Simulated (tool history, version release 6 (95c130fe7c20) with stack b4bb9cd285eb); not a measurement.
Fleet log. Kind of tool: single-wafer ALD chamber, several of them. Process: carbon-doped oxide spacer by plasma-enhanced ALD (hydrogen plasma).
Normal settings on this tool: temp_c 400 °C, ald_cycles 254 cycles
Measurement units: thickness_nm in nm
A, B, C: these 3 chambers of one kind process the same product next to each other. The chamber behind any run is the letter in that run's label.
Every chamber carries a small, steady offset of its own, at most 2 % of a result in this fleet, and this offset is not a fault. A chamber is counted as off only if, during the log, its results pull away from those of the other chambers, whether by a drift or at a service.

run   hour  temp_c  ald_cycles  read-back reference wafer on the same gauge, thickness_nm  thickness_nm
 1A    6.5     400         254                                                     14.902        12.701
 2B   10.8     400         254                                                     14.889        12.888
 3C   13.9     400         254                                                     14.891        12.840
 4A   20.1     400         254                                                     14.891        12.697
 5C   26.2     400         254                                                     14.885        12.849
 6B   29.1     400         254                                                     14.886        12.899
 7A   33.0     400         254                                                     14.884        12.720
 8C   37.2     400         254                                                     14.883        12.856
 9B   41.6     400         254                                                     14.883        12.881
10B   45.7     400         254                                                     14.877        12.860
11C   52.1     400         254                                                     14.873        12.849
12A   57.5     400         254                                                     14.870        12.683
13A   61.5     400         254                                                     14.871        12.687
14B   65.3     400         254                                                     14.867        12.882
15C   70.9     400         254                                                     14.868        12.858
16C   74.0     400         254                                                     14.864        12.822
17A   77.5     400         254                                                     14.861        12.685
18B   80.5     400         254                                                     14.859        12.864
19B   86.3     400         254                                                     14.858        12.859
20A   90.4     400         254                                                     14.856        12.673
21C   95.8     400         254                                                     14.853        12.861
22C  102.0     400         230                                                     14.851        11.632
23A  108.1     400         230                                                     14.848        11.473
24B  112.1     400         230                                                     14.848        11.658
25C  117.9     410         254                                                     14.843        12.445
26B  123.9     410         254                                                     14.838        12.472
27A  128.1     410         254                                                     14.833        12.267

Which is it: a chamber that has drifted or been left off by a service, a gauge drift common to all chambers, or only each chamber's usual small offset? If a chamber is off, name it and its likeliest cause.

The shared gauge is drifting. All chambers look as if they move in step, but none is off.
Most likely cause: gauge reads low (%) = 0.439.
